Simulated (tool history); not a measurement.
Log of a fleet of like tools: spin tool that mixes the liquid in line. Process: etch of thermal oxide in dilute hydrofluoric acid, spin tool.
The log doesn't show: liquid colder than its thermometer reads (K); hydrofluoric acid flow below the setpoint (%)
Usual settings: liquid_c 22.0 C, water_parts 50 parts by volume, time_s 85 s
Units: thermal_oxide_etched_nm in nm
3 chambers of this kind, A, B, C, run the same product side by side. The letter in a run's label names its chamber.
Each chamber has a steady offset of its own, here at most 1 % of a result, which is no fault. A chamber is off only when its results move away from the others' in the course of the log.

run	hour	liquid_c	water_parts	time_s	hours since the thermometer was replaced	hours since the hydrofluoric acid flow meter was replaced	read-back film thickness of the thermal oxide reference wafer, read on the same gauge (nm)	thermal_oxide_etched_nm
1C	2.5	22.0	50	85	407.1	376.7	60.012	7.3534
2A	4.6	22.0	50	85	432.7	417.7	59.993	7.4010
3B	7.5	22.0	50	85	413.5	1159.0	60.002	7.3756
4C	11.4	22.0	50	85	416.0	385.6	59.989	7.3087
5A	15.5	22.0	50	85	443.6	428.6	60.028	7.3591
6B	18.0	22.0	50	85	424.0	1169.5	59.997	7.4771
7B	21.2	22.0	50	85	427.2	1172.7	59.986	7.3644
8C	24.3	22.0	50	85	428.9	398.5	59.996	7.1915
9A	27.9	22.0	50	85	456.0	441.0	59.977	7.3907
10B	31.0	22.0	50	85	437.0	1182.5	60.017	7.5219
11A	34.2	22.0	50	85	462.3	447.3	59.994	7.3622
12C	37.5	22.0	50	85	442.1	411.7	59.990	7.0481
13A	41.5	22.0	50	85	469.6	454.6	60.025	7.3977
14B	43.4	22.0	50	85	449.4	1194.9	59.988	7.4099
15C	45.4	22.0	50	85	450.0	419.6	59.977	7.0480
16A	48.4	26.5	50	85	476.5	461.5	60.007	9.0165
17C	51.8	26.5	50	85	456.4	426.0	59.982	8.2069
18B	56.0	26.5	50	85	462.0	1207.5	59.991	8.8972
19A	59.9	22.0	50	85	488.0	473.0	60.013	7.2724
20B	63.7	22.0	65	85	469.7	1215.2	59.987	5.6155
21C	67.2	22.0	65	85	471.8	441.4	59.987	5.1278
22B	69.3	22.0	65	85	475.3	1220.8	60.011	5.5367

All 3 chambers run these settings next. Forecast each chamber's results:
23A	72.3	22.0	50	85				?
23B	72.3	22.0	50	85				?
23C	72.3	22.0	50	85				?

run	thermal_oxide_etched_nm
23A	7.5057
23B	7.4046
23C	6.6621

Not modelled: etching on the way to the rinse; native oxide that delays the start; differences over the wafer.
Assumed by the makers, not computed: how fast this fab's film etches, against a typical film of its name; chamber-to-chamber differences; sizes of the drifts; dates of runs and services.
